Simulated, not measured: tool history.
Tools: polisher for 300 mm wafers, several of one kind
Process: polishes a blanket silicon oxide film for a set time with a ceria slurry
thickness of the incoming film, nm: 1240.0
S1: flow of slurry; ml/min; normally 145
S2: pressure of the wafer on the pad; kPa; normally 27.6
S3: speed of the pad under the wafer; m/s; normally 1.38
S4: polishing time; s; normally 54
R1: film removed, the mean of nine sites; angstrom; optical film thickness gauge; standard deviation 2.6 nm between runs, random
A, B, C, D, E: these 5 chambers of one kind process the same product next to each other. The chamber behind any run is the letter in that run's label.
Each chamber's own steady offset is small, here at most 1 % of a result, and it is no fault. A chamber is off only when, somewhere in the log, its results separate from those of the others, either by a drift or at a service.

Run 1C, day 0.188: usual settings. Result: R1 4298.4 angstrom.
Run 2B, day 0.367: usual settings. Result: R1 4303.1 angstrom.
At day 0.592: chamber B: worn pad replaced by a new one.
Run 3D, day 0.696: usual settings. Result: R1 4279.4 angstrom.
At day 0.808: chamber A: worn pad replaced by a new one.
Run 4A, day 0.925: usual settings. Result: R1 4296 angstrom.
Run 5E, day 1.083: usual settings. Result: R1 4321.1 angstrom.
At day 1.275: chamber E: worn pad replaced by a new one.
Run 6B, day 1.35: usual settings. Result: R1 4257.3 angstrom.
Run 7E, day 1.688: usual settings. Result: R1 4335.9 angstrom.
At day 1.879: chamber C: worn pad replaced by a new one.
Run 8D, day 1.938: usual settings. Result: R1 4256.4 angstrom.
Run 9A, day 2.088: usual settings. Result: R1 4306 angstrom.
At day 2.192: chamber E: head pressure recalibrated.
Run 10C, day 2.262: usual settings. Result: R1 4250.2 angstrom.
Run 11E, day 2.517: usual settings but S1 165 ml/min, S2 35.2 kPa. Result: R1 5532.7 angstrom.
Run 12A, day 2.758: usual settings but S1 165 ml/min, S2 35.2 kPa. Result: R1 5586.7 angstrom.
At day 2.917: chamber D: head pressure recalibrated.
Run 13D, day 3.079: usual settings but S1 165 ml/min, S2 35.2 kPa. Result: R1 5493 angstrom.
At day 3.183: chamber E: worn pad replaced by a new one.
Run 14B, day 3.238: usual settings but S1 165 ml/min, S2 35.2 kPa. Result: R1 5573.2 angstrom.
Run 15C, day 3.417: usual settings but S1 165 ml/min, S2 35.2 kPa. Result: R1 5573.5 angstrom.
Run 16D, day 3.604: usual settings. Result: R1 4239.2 angstrom.
At day 3.775: chamber B: worn pad replaced by a new one.
Run 17C, day 3.946: usual settings. Result: R1 4303.2 angstrom.
At day 4.017: chamber A: worn pad replaced by a new one.
Run 18B, day 4.229: usual settings. Result: R1 4245.9 angstrom.
Run 19A, day 4.454: usual settings but S3 1.06 m/s, S4 66 s. Result: R1 4037.9 angstrom.
At day 4.8: chamber C: worn pad replaced by a new one.
Run 20E, day 4.8: usual settings but S3 1.06 m/s, S4 66 s. Result: R1 4109.3 angstrom.
At day 4.854: chamber E: worn pad replaced by a new one.
Run 21C, day 5.067: usual settings but S3 1.06 m/s, S4 66 s. Result: R1 4046.8 angstrom.
Run 22A, day 5.371: usual settings but S3 1.06 m/s, S4 66 s. Result: R1 4035.6 angstrom.
Run 23D, day 5.579: usual settings but S3 1.06 m/s, S4 66 s. Result: R1 3906 angstrom.
Run 24E, day 5.729: usual settings. Result: R1 4280.5 angstrom.
Run 25B, day 5.988: usual settings but S2 19.3 kPa, S4 72 s. Result: R1 3999.9 angstrom.
At day 6.088: chamber D: slurry nozzle cleaned.
Run 26E, day 6.138: usual settings but S2 19.3 kPa, S4 72 s. Result: R1 4029.6 angstrom.
At day 6.196: chamber B: slurry nozzle cleaned.
At day 6.217: chamber C: head pressure recalibrated.
At day 6.262: chamber E: worn pad replaced by a new one.
Run 27A, day 6.467: usual settings but S2 19.3 kPa, S4 72 s. Result: R1 4049.9 angstrom.
Run 28D, day 6.742: usual settings but S2 19.3 kPa, S4 72 s. Result: R1 3801.8 angstrom.
Run 29C, day 7.008: usual settings but S2 19.3 kPa, S4 72 s. Result: R1 3976.3 angstrom.
Run 30B, day 7.288: usual settings. Result: R1 4233.9 angstrom.
At day 7.575: chamber B: worn pad replaced by a new one.
Run 31D, day 7.579: usual settings. Result: R1 4050.5 angstrom.
Run 32E, day 7.796: usual settings. Result: R1 4292.8 angstrom.
Run 33B, day 7.954: usual settings but S4 43 s. Result: R1 3438.7 angstrom.
At day 8.096: chamber A: worn pad replaced by a new one.
Run 34A, day 8.292: usual settings but S4 43 s. Result: R1 3422.7 angstrom.

Next, all 5 chambers run the settings below, one line each with question marks for the results. What does each chamber give?
Run 35A, day 8.538: usual settings. Result: R1 ?.
Run 35B, day 8.538: usual settings. Result: R1 ?.
Run 35C, day 8.538: usual settings. Result: R1 ?.
Run 35D, day 8.538: usual settings. Result: R1 ?.
Run 35E, day 8.538: usual settings. Result: R1 ?.

run      R1
35A    4275
35B  4336.4
35C  4292.9
35D  4035.6
35E  4289.4
